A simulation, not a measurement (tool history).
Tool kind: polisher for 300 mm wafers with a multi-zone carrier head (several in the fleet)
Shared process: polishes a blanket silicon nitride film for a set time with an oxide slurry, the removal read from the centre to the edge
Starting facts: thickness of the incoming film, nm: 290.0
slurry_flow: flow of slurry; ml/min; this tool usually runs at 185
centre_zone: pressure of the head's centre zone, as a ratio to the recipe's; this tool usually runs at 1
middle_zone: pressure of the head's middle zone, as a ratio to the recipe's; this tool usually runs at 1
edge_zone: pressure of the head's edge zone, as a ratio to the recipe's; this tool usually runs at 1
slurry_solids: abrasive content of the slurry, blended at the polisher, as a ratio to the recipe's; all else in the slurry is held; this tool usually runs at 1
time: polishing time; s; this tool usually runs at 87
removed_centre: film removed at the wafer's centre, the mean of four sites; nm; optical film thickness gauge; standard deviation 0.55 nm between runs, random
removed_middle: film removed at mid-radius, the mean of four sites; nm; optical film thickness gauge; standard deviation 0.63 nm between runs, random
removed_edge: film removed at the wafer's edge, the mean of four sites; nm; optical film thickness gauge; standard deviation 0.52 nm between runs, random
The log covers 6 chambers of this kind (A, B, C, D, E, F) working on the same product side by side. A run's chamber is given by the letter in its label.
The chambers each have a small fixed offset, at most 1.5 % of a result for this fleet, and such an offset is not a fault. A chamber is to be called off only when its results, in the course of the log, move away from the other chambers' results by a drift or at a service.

run     day  slurry_flow  centre_zone  middle_zone  edge_zone  slurry_solids  time  removed_centre  removed_middle  removed_edge
      0.012  -- chamber E: worn pad replaced by a new one
 1A   0.354          185            1            1          1              1    87          48.572          48.643        50.076
      0.367  -- chamber A: worn pad replaced by a new one
      0.533  -- chamber D: worn pad replaced by a new one
 2D   0.721          185            1            1          1              1    87          48.424          48.019        50.003
 3C   1.021          185            1            1          1              1    87          50.252           49.83        49.179
 4E   1.267          185            1            1          1              1    87          48.736          50.798        48.091
       1.45  -- chamber B: worn pad replaced by a new one
 5F   1.462          185            1            1          1              1    87          49.094           49.79        49.744
      1.512  -- chamber F: centre zone pressure recalibrated
 6B   1.858          185            1            1          1              1    87          48.661          49.099        49.886
 7A   2.192          185            1            1          1              1    87          48.998          47.102        49.081
 8D   2.538          185            1            1          1              1    87          47.886          48.426        49.062
 9B   2.767          185            1            1          1              1    87          49.468          47.539        49.048
      2.892  -- chamber E: worn pad replaced by a new one
10E   3.092          185            1            1          1           1.15    87          52.885          54.085         51.99
      3.321  -- chamber D: worn pad replaced by a new one
11C   3.362          185            1            1          1           1.15    87          52.306          51.701        52.821
      3.467  -- chamber C: worn pad replaced by a new one
12F    3.75          185            1            1          1           1.15    87           53.09          52.697        51.863
13A   4.167          185            1            1          1           1.15    87          52.129          52.375        52.041
      4.292  -- chamber A: slurry nozzle cleaned
14D    4.55          185            1            1          1           1.15    87          51.705          51.881         52.62
15F   4.867          185            1            1          1           1.15    87          52.032          52.177        52.238
      5.167  -- chamber B: worn pad replaced by a new one
16B   5.258          185            1            1          1              1    87          49.107          48.743        48.813
      5.321  -- chamber B: edge zone pressure recalibrated
17C   5.496          185            1            1          1              1    87          48.676          49.105        49.397
      5.729  -- chamber E: worn pad replaced by a new one
       5.75  -- chamber B: slurry nozzle cleaned
      5.817  -- chamber A: worn pad replaced by a new one
18E   5.875          185            1            1          1              1    87          49.861          50.829        49.171
      6.058  -- chamber D: worn pad replaced by a new one
19B   6.162          185            1            1          1              1    87          49.194          49.049        50.162
20A   6.529          185            1            1          1              1    87          48.768          49.524        48.789
21C   6.746          185            1            1          1              1    87          49.059          49.042        48.475
      6.825  -- chamber D: centre zone pressure recalibrated
22F   6.979          185            1            1          1              1    87          47.002          47.794        48.487
23E   7.225          185            1         1.08          1              1    87          49.779          53.079         49.44
24D    7.45          185            1         1.08          1              1    87          48.812          52.207        49.671
       7.55  -- chamber F: edge zone pressure recalibrated
25C   7.704          185            1         1.08          1              1    87           49.86          52.342         49.02
26E   7.971          185            1         1.08          1              1    87          48.629          53.937        49.091
27D   8.229          185            1         1.08          1              1    87          49.273          51.502        50.258
      8.404  -- chamber E: centre zone pressure recalibrated
      8.525  -- chamber C: worn pad replaced by a new one
      8.583  -- chamber D: worn pad replaced by a new one
      8.583  -- chamber C: slurry nozzle cleaned
28A   8.596          185            1         1.08          1              1    87          48.288          50.758        49.639
      8.942  -- chamber E: worn pad replaced by a new one
29F   8.996          185         0.92            1          1              1    64          31.294          33.894         34.11
        9.3  -- chamber B: worn pad replaced by a new one
30B   9.375          185         0.92            1          1              1    64          32.867          36.022        36.055
      9.629  -- chamber A: edge zone pressure recalibrated
31D   9.629          185         0.92            1          1              1    64          33.231          35.601        36.725
32B  10.038          185         0.92            1          1              1    64           32.95          35.586        35.851
33F  10.346          185         0.92            1          1              1    64          30.291          33.247        33.028
34A   10.75          185         0.92            1          1              1    64          31.832          35.132        36.102
35C  10.958          185            1            1          1              1    87          51.121           49.99        49.378
36E  11.242          185            1            1          1              1    87          49.302          48.817        48.427

The same settings go to every chamber for the next run, one line per chamber below. Forecast the results for each:
37A  11.546          185            1            1          1              1    87               ?               ?             ?
37B  11.546          185            1            1          1              1    87               ?               ?             ?
37C  11.546          185            1            1          1              1    87               ?               ?             ?
37D  11.546          185            1            1          1              1    87               ?               ?             ?
37E  11.546          185            1            1          1              1    87               ?               ?             ?
37F  11.546          185            1            1          1              1    87               ?               ?             ?

run  removed_centre  removed_middle  removed_edge
37A          48.119           48.33        48.461
37B           48.15          48.518        48.777
37C          49.786          50.053        48.527
37D          48.964          48.243        49.747
37E          49.365          48.356        49.147
37F          44.126          43.958         44.23

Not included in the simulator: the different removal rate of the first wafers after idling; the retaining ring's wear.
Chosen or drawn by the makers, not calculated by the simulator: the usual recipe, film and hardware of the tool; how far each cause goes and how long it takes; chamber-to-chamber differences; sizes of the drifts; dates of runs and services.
